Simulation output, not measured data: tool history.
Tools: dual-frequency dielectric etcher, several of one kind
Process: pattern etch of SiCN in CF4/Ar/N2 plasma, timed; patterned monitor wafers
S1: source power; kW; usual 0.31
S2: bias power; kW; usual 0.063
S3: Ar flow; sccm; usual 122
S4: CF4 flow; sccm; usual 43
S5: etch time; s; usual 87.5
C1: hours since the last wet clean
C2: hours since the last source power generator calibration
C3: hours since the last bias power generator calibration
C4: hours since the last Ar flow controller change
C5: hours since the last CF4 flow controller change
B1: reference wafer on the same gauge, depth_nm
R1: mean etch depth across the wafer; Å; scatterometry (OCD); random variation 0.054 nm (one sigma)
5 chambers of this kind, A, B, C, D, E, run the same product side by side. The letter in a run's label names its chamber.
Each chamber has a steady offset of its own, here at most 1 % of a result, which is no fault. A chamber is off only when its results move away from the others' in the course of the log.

| run | hour | S1 | S2 | S3 | S4 | S5 | C1 | C2 | C3 | C4 | C5 | B1 | R1 |
|---|---|---|---|---|---|---|---|---|---|---|---|---|---|
| 1B | 10.8 | 0.31 | 0.063 | 122 | 43 | 87.5 | 202.9 | 341.5 | 737.4 | 1619.5 | 48.9 | 47.305 | 468.58 |
| 2E | 19.7 | 0.31 | 0.063 | 122 | 43 | 87.5 | 375.1 | 2050.6 | 771.9 | 3134.9 | 894.9 | 47.309 | 463.45 |
| 3C | 31.8 | 0.31 | 0.063 | 122 | 43 | 87.5 | 95.9 | 2020.6 | 3873.7 | 182.5 | 2898.9 | 47.318 | 468.4 |
| 4A | 41.6 | 0.31 | 0.063 | 122 | 43 | 87.5 | 475.5 | 1998.1 | 1076.2 | 927.6 | 3187.7 | 47.324 | 465.12 |
|  | 42.3 | chamber A: wet clean of the chamber |
| 5D | 49.5 | 0.31 | 0.063 | 122 | 39 | 73.5 | 171.1 | 1059.3 | 1641.6 | 515.3 | 681.7 | 47.327 | 381.24 |
|  | 53.4 | chamber A: source power generator calibrated |
| 6D | 57.7 | 0.31 | 0.063 | 122 | 39 | 73.5 | 179.3 | 1067.5 | 1649.8 | 523.5 | 689.9 | 47.34 | 382.01 |
| 7E | 64.3 | 0.31 | 0.063 | 122 | 39 | 73.5 | 419.7 | 2095.2 | 816.5 | 3179.5 | 939.5 | 47.34 | 383.04 |
| 8A | 73.5 | 0.31 | 0.063 | 122 | 39 | 73.5 | 31.3 | 20.2 | 1108.1 | 959.5 | 3219.6 | 47.343 | 385.38 |
| 9C | 85.3 | 0.31 | 0.063 | 122 | 39 | 73.5 | 149.4 | 2074.1 | 3927.2 | 236 | 2952.4 | 47.363 | 387.26 |
| 10B | 96.4 | 0.31 | 0.063 | 122 | 43 | 87.5 | 288.5 | 427.1 | 823 | 1705.1 | 134.5 | 47.345 | 468.52 |
|  | 101 | chamber E: source power generator calibrated |
| 11D | 107.1 | 0.31 | 0.063 | 122 | 43 | 87.5 | 228.7 | 1116.9 | 1699.2 | 572.9 | 739.3 | 47.363 | 463.23 |
| 12C | 112.9 | 0.31 | 0.063 | 122 | 43 | 87.5 | 177 | 2101.7 | 3954.8 | 263.6 | 2980 | 47.364 | 468.73 |
|  | 114.8 | chamber B: wet clean of the chamber |
| 13E | 124.6 | 0.31 | 0.07 | 100 | 43 | 87.5 | 480 | 23.6 | 876.8 | 3239.8 | 999.8 | 47.383 | 499.61 |
| 14B | 130.3 | 0.31 | 0.07 | 100 | 43 | 87.5 | 15.5 | 461 | 856.9 | 1739 | 168.4 | 47.372 | 504.44 |
|  | 134.4 | chamber D: bias power generator calibrated |
| 15A | 142.6 | 0.31 | 0.07 | 100 | 43 | 87.5 | 100.4 | 89.3 | 1177.2 | 1028.6 | 3288.7 | 47.392 | 500.74 |
| 16D | 150.3 | 0.31 | 0.07 | 100 | 43 | 87.5 | 271.9 | 1160.1 | 16 | 616.1 | 782.5 | 47.383 | 497.54 |
|  | 154.1 | chamber E: wet clean of the chamber |
| 17A | 157.2 | 0.31 | 0.07 | 100 | 43 | 87.5 | 115 | 103.9 | 1191.8 | 1043.2 | 3303.3 | 47.385 | 500.96 |
| 18C | 165.2 | 0.31 | 0.063 | 122 | 43 | 87.5 | 229.3 | 2154 | 4007.1 | 315.9 | 3032.3 | 47.413 | 469.2 |
|  | 175.3 | chamber E: Ar flow controller replaced |
| 19B | 177 | 0.31 | 0.063 | 122 | 43 | 87.5 | 62.2 | 507.7 | 903.6 | 1785.7 | 215.1 | 47.401 | 468.25 |
| 20E | 185.1 | 0.31 | 0.063 | 122 | 43 | 87.5 | 31 | 84.1 | 937.3 | 9.9 | 1060.3 | 47.415 | 465.07 |
| 21B | 193.7 | 0.31 | 0.063 | 122 | 43 | 87.5 | 78.9 | 524.4 | 920.3 | 1802.4 | 231.8 | 47.414 | 469.04 |
| 22D | 205.2 | 0.31 | 0.063 | 122 | 43 | 87.5 | 326.8 | 1215 | 70.9 | 671 | 837.4 | 47.426 | 463.4 |
| 23A | 212.8 | 0.31 | 0.063 | 122 | 43 | 87.5 | 170.6 | 159.5 | 1247.4 | 1098.8 | 3358.9 | 47.43 | 467.6 |
| 24E | 222 | 0.31 | 0.063 | 122 | 43 | 87.5 | 67.9 | 121 | 974.2 | 46.8 | 1097.2 | 47.426 | 464.35 |
| 25C | 227.5 | 0.31 | 0.063 | 122 | 43 | 87.5 | 291.6 | 2216.3 | 4069.4 | 378.2 | 3094.6 | 47.429 | 469.13 |
| 26A | 235.5 | 0.31 | 0.063 | 122 | 43 | 87.5 | 193.3 | 182.2 | 1270.1 | 1121.5 | 3381.6 | 47.449 | 467.4 |
| 27C | 245.4 | 0.27 | 0.063 | 122 | 43 | 87.5 | 309.5 | 2234.2 | 4087.3 | 396.1 | 3112.5 | 47.448 | 416.41 |
| 28E | 256.9 | 0.27 | 0.063 | 122 | 43 | 87.5 | 102.8 | 155.9 | 1009.1 | 81.7 | 1132.1 | 47.465 | 413.14 |
| 29D | 267.3 | 0.27 | 0.063 | 122 | 43 | 87.5 | 388.9 | 1277.1 | 133 | 733.1 | 899.5 | 47.448 | 410.78 |
|  | 269.5 | chamber C: wet clean of the chamber |
| 30B | 274.3 | 0.27 | 0.063 | 122 | 43 | 87.5 | 159.5 | 605 | 1000.9 | 1883 | 312.4 | 47.469 | 416.96 |
| 31B | 283.1 | 0.27 | 0.063 | 122 | 43 | 87.5 | 168.3 | 613.8 | 1009.7 | 1891.8 | 321.2 | 47.456 | 416.37 |
| 32D | 290.1 | 0.31 | 0.063 | 122 | 43 | 87.5 | 411.7 | 1299.9 | 155.8 | 755.9 | 922.3 | 47.478 | 463.86 |
| 33E | 299.7 | 0.31 | 0.063 | 122 | 43 | 87.5 | 145.6 | 198.7 | 1051.9 | 124.5 | 1174.9 | 47.46 | 465.09 |
| 34C | 311.4 | 0.31 | 0.063 | 122 | 43 | 87.5 | 41.9 | 2300.2 | 4153.3 | 462.1 | 3178.5 | 47.47 | 469.27 |
| 35A | 320 | 0.31 | 0.063 | 122 | 43 | 87.5 | 277.8 | 266.7 | 1354.6 | 1206 | 3466.1 | 47.484 | 466.56 |
| 36E | 331.6 | 0.31 | 0.063 | 122 | 43 | 87.5 | 177.5 | 230.6 | 1083.8 | 156.4 | 1206.8 | 47.489 | 464.75 |
| 37D | 337.4 | 0.31 | 0.063 | 122 | 43 | 87.5 | 459 | 1347.2 | 203.1 | 803.2 | 969.6 | 47.503 | 464.62 |
|  | 345.6 | chamber C: bias power generator calibrated |
| 38C | 348.1 | 0.31 | 0.063 | 122 | 43 | 87.5 | 78.6 | 2336.9 | 2.5 | 498.8 | 3215.2 | 47.506 | 469.41 |
| 39A | 355.5 | 0.31 | 0.063 | 122 | 43 | 87.5 | 313.3 | 302.2 | 1390.1 | 1241.5 | 3501.6 | 47.519 | 466.56 |
| 40B | 367.5 | 0.31 | 0.063 | 122 | 43 | 87.5 | 252.7 | 698.2 | 1094.1 | 1976.2 | 405.6 | 47.518 | 470.24 |

Is one chamber off against the others, does the gauge drift, or is nothing wrong? If a chamber is off, say which, and what the likeliest cause is.

The gauge drifts, so all chambers seem to drift together. No chamber is off.
Cause: gauge reads high (%) = 0.476.

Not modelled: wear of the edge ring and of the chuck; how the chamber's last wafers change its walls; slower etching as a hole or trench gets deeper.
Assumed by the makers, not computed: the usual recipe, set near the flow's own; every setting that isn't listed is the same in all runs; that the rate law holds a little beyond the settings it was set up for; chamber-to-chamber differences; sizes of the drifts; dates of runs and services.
